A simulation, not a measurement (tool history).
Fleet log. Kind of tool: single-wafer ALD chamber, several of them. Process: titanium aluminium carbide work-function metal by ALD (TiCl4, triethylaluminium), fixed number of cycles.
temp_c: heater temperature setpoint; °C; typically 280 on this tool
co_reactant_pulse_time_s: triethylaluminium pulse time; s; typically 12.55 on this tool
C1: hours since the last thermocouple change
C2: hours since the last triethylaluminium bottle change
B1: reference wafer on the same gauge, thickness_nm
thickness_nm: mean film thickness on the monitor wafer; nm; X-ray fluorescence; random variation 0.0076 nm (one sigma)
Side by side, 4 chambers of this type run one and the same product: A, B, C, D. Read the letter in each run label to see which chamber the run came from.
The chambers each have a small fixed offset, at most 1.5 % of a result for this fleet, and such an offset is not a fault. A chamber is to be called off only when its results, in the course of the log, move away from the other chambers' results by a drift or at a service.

Run 1B, day 0.442: usual settings; C1 819.6; C2 59; B1 2.212. Result: thickness_nm 1.8429 nm.
Run 2D, day 0.833: usual settings; C1 2251; C2 610.7; B1 2.2129. Result: thickness_nm 1.8732 nm.
Run 3C, day 1.083: usual settings; C1 164.7; C2 897.8; B1 2.2098. Result: thickness_nm 1.8709 nm.
Run 4A, day 1.538: usual settings; C1 2624.8; C2 599.8; B1 2.2095. Result: thickness_nm 1.8723 nm.
Run 5B, day 1.992: usual settings; C1 856.8; C2 96.2; B1 2.2091. Result: thickness_nm 1.8531 nm.
Run 6C, day 2.342: usual settings; C1 194.9; C2 928; B1 2.2093. Result: thickness_nm 1.8514 nm.
Run 7D, day 2.567: usual settings; C1 2292.6; C2 652.3; B1 2.2105. Result: thickness_nm 1.878 nm.
Run 8A, day 2.875: usual settings; C1 2656.9; C2 631.9; B1 2.2107. Result: thickness_nm 1.8613 nm.
Run 9A, day 3.229: usual settings; C1 2665.4; C2 640.4; B1 2.2097. Result: thickness_nm 1.8742 nm.
Run 10C, day 3.675: usual settings; C1 226.9; C2 960; B1 2.212. Result: thickness_nm 1.8619 nm.
Run 11B, day 4.067: usual settings; C1 906.6; C2 146; B1 2.2089. Result: thickness_nm 1.8391 nm.
Run 12D, day 4.312: usual settings; C1 2334.5; C2 694.2; B1 2.2101. Result: thickness_nm 1.8968 nm.
Run 13A, day 4.642: usual settings; C1 2699.3; C2 674.3; B1 2.2104. Result: thickness_nm 1.8738 nm.
Run 14C, day 5.1: usual settings; C1 261.1; C2 994.2; B1 2.2121. Result: thickness_nm 1.8479 nm.
Run 15D, day 5.3: usual settings; C1 2358.2; C2 717.9; B1 2.2085. Result: thickness_nm 1.8831 nm.
Run 16B, day 5.688: usual settings; C1 945.5; C2 184.9; B1 2.2101. Result: thickness_nm 1.836 nm.
Run 17D, day 6.083: usual settings; C1 2377; C2 736.7; B1 2.2081. Result: thickness_nm 1.8773 nm.
Run 18C, day 6.488: usual settings; C1 294.4; C2 1027.5; B1 2.2087. Result: thickness_nm 1.8605 nm.
Run 19B, day 6.862: usual settings; C1 973.7; C2 213.1; B1 2.2076. Result: thickness_nm 1.8527 nm.
Run 20A, day 7.112: usual settings; C1 2758.6; C2 733.6; B1 2.2084. Result: thickness_nm 1.8761 nm.
Run 21C, day 7.412: usual settings; C1 316.6; C2 1049.7; B1 2.2085. Result: thickness_nm 1.8449 nm.
Run 22B, day 7.729: usual settings; C1 994.5; C2 233.9; B1 2.2091. Result: thickness_nm 1.8378 nm.
Run 23D, day 8.092: usual settings; C1 2425.2; C2 784.9; B1 2.2086. Result: thickness_nm 1.8894 nm.
At day 8.312: chamber A: triethylaluminium bottle replaced.
Run 24A, day 8.329: usual settings but temp_c 287 °C, co_reactant_pulse_time_s 17.11 s; C1 2787.8; C2 0.5; B1 2.2119. Result: thickness_nm 1.9458 nm.
Run 25B, day 8.529: usual settings but temp_c 287 °C, co_reactant_pulse_time_s 17.11 s; C1 1013.7; C2 253.1; B1 2.2088. Result: thickness_nm 1.9333 nm.
Run 26A, day 8.754: usual settings but temp_c 287 °C, co_reactant_pulse_time_s 17.11 s; C1 2798; C2 10.7; B1 2.21. Result: thickness_nm 1.9388 nm.
Run 27C, day 8.971: usual settings but temp_c 287 °C, co_reactant_pulse_time_s 17.11 s; C1 354; C2 1087.1; B1 2.2101. Result: thickness_nm 1.9314 nm.
Run 28D, day 9.221: usual settings; C1 2452.3; C2 812; B1 2.2096. Result: thickness_nm 1.8821 nm.
Run 29B, day 9.625: usual settings; C1 1040; C2 279.4; B1 2.2104. Result: thickness_nm 1.8467 nm.
Run 30A, day 10.042: usual settings but temp_c 270 °C, co_reactant_pulse_time_s 10.87 s; C1 2828.9; C2 41.6; B1 2.2099. Result: thickness_nm 1.7716 nm.
Run 31D, day 10.438: usual settings but temp_c 270 °C, co_reactant_pulse_time_s 10.87 s; C1 2481.5; C2 841.2; B1 2.2081. Result: thickness_nm 1.7751 nm.
Run 32C, day 10.7: usual settings but temp_c 270 °C, co_reactant_pulse_time_s 10.87 s; C1 395.5; C2 1128.6; B1 2.2102. Result: thickness_nm 1.7504 nm.
Run 33A, day 10.975: usual settings but temp_c 270 °C, co_reactant_pulse_time_s 10.87 s; C1 2851.3; C2 64; B1 2.212. Result: thickness_nm 1.7651 nm.
Run 34B, day 11.233: usual settings; C1 1078.6; C2 318; B1 2.2119. Result: thickness_nm 1.8509 nm.
Run 35D, day 11.575: usual settings; C1 2508.8; C2 868.5; B1 2.2105. Result: thickness_nm 1.8713 nm.
Run 36C, day 11.871: usual settings; C1 423.6; C2 1156.7; B1 2.2106. Result: thickness_nm 1.8579 nm.
Run 37D, day 12.183: usual settings; C1 2523.4; C2 883.1; B1 2.2107. Result: thickness_nm 1.8699 nm.
Run 38A, day 12.575: usual settings but temp_c 288 °C, co_reactant_pulse_time_s 14.16 s; C1 2889.7; C2 102.4; B1 2.2081. Result: thickness_nm 1.9456 nm.

Has any chamber moved away from the others, gradually or after a service, or does the common gauge drift, or do the chambers differ only by their own small steady offsets? State the chamber and the most likely cause if one applies.

Nothing is wrong: each chamber keeps only its own small, steady offset and the gauge holds still.
